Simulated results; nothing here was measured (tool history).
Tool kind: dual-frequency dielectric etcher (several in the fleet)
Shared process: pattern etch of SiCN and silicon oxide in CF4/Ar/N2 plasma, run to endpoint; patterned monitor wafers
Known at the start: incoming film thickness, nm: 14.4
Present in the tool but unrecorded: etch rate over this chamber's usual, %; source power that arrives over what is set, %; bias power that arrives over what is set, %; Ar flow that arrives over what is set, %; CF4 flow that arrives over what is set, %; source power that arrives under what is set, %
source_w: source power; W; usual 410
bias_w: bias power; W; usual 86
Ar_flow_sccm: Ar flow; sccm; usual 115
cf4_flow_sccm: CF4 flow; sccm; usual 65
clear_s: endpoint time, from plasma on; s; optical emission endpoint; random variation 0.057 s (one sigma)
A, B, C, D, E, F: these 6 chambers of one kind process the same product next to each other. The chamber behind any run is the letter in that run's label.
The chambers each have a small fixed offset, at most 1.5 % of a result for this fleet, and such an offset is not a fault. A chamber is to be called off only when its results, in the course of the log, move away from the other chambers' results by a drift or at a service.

run,hour,source_w,bias_w,Ar_flow_sccm,cf4_flow_sccm,hours since the last wet clean,hours since the last source power generator calibration,hours since the last bias power generator calibration,hours since the last Ar flow controller change,hours since the last CF4 flow controller change,clear_s
1A,3,410,86,115,65,139.2,135.7,4200.9,4194.5,3489.8,17.791
2B,7.7,410,86,115,65,173.9,147.3,333.6,1396.1,909.1,17.378
3E,14.3,410,86,115,65,302,2289.6,2118.8,2593.5,2397.8,17.689
4C,19.7,410,86,115,65,285.7,2981.5,1666.1,42.1,3816.6,17.55
5D,25.8,410,86,115,65,349.4,2020.9,998.5,4083.4,1090.6,17.542
6F,32.1,410,68,115,65,159.4,2674.4,2121.5,2918.5,2695.7,19.197
7F,37.6,410,68,115,65,164.9,2679.9,2127,2924,2701.2,19.178
8C,40.9,410,68,115,65,306.9,3002.7,1687.3,63.3,3837.8,19.026
9D,44.1,410,68,115,65,367.7,2039.2,1016.8,4101.7,1108.9,19.066
10A,48.5,410,68,115,65,184.7,181.2,4246.4,4240,3535.3,19.322
11E,52.7,410,68,115,65,340.4,2328,2157.2,2631.9,2436.2,19.171
12B,55.6,410,86,115,65,221.8,195.2,381.5,1444,957,17.468
13B,61.9,410,86,115,65,228.1,201.5,387.8,1450.3,963.3,17.419
14C,66.8,410,86,115,65,332.8,3028.6,1713.2,89.2,3863.7,17.506
15F,71.1,410,86,115,65,198.4,2713.4,2160.5,2957.5,2734.7,17.744
16D,76.3,410,86,115,65,399.9,2071.4,1049,4133.9,1141.1,17.551
17A,80,410,86,115,65,216.2,212.7,4277.9,4271.5,3566.8,17.761
18E,84.3,410,86,115,65,372,2359.6,2188.8,2663.5,2467.8,17.709
# hour 87.1: chamber E: wet clean of the chamber
19B,87.9,410,86,115,65,254.1,227.5,413.8,1476.3,989.3,17.486
20C,90.9,410,86,115,65,356.9,3052.7,1737.3,113.3,3887.8,17.544
21F,97.5,410,86,115,65,224.8,2739.8,2186.9,2983.9,2761.1,17.564
22D,102.1,320,94,115,65,425.7,2097.2,1074.8,4159.7,1166.9,21.088
23A,108.7,320,94,115,65,244.9,241.4,4306.6,4300.2,3595.5,21.356
# hour 113.4: chamber D: source power generator calibrated
24E,113.6,320,94,115,65,26.6,2388.9,2218.1,2692.8,2497.1,21.451
25F,117.2,320,94,115,65,244.5,2759.5,2206.6,3003.6,2780.8,21.321
# hour 123.2: chamber F: bias power generator calibrated
26A,123.2,320,94,115,65,259.4,255.9,4321.1,4314.7,3610,21.588
27D,127.5,320,94,115,65,451.1,14.2,1100.2,4185.1,1192.3,21.02
28B,133,410,86,115,65,299.2,272.6,458.9,1521.4,1034.4,17.518
29E,136.3,410,86,115,65,49.3,2411.6,2240.8,2715.5,2519.8,17.869
30C,142.8,410,86,115,65,408.8,3104.6,1789.2,165.2,3939.7,17.593
31B,146.8,410,86,115,65,313,286.4,472.7,1535.2,1048.2,17.546
32C,153.1,410,86,115,65,419.1,3114.9,1799.5,175.5,3950,17.6
33D,158.6,410,86,115,65,482.2,45.3,1131.3,4216.2,1223.4,17.682
34A,162.6,410,86,115,65,298.8,295.3,4360.5,4354.1,3649.4,17.766
35F,166.7,410,86,115,65,294,2809,43.5,3053.1,2830.3,17.712
36E,173.1,460,86,115,53,86.1,2448.4,2277.6,2752.3,2556.6,16.901
# hour 174.9: chamber C: source power generator calibrated
37F,178.4,460,86,115,53,305.7,2820.7,55.2,3064.8,2842,16.472
38C,182.6,460,86,115,53,448.6,7.8,1829,205,3979.5,16.35
39A,186.6,460,86,115,53,322.8,319.3,4384.5,4378.1,3673.4,16.551
40D,193.1,460,86,115,53,516.7,79.8,1165.8,4250.7,1257.9,16.493
41E,196.6,460,86,115,53,109.6,2471.9,2301.1,2775.8,2580.1,17.051
42B,202.5,410,86,115,65,368.7,342.1,528.4,1590.9,1103.9,17.435
43D,208,410,86,115,65,531.6,94.7,1180.7,4265.6,1272.8,17.614
44F,214.1,410,86,115,65,341.4,2856.4,90.9,3100.5,2877.7,17.738

Predict what each chamber gives when all 6 of them run the settings below next.
45A,218.9,470,86,115,65,,,,,,?
45B,218.9,470,86,115,65,,,,,,?
45C,218.9,470,86,115,65,,,,,,?
45D,218.9,470,86,115,65,,,,,,?
45E,218.9,470,86,115,65,,,,,,?
45F,218.9,470,86,115,65,,,,,,?

run,clear_s
45A,15.926
45B,15.474
45C,15.551
45D,15.607
45E,16.327
45F,15.745
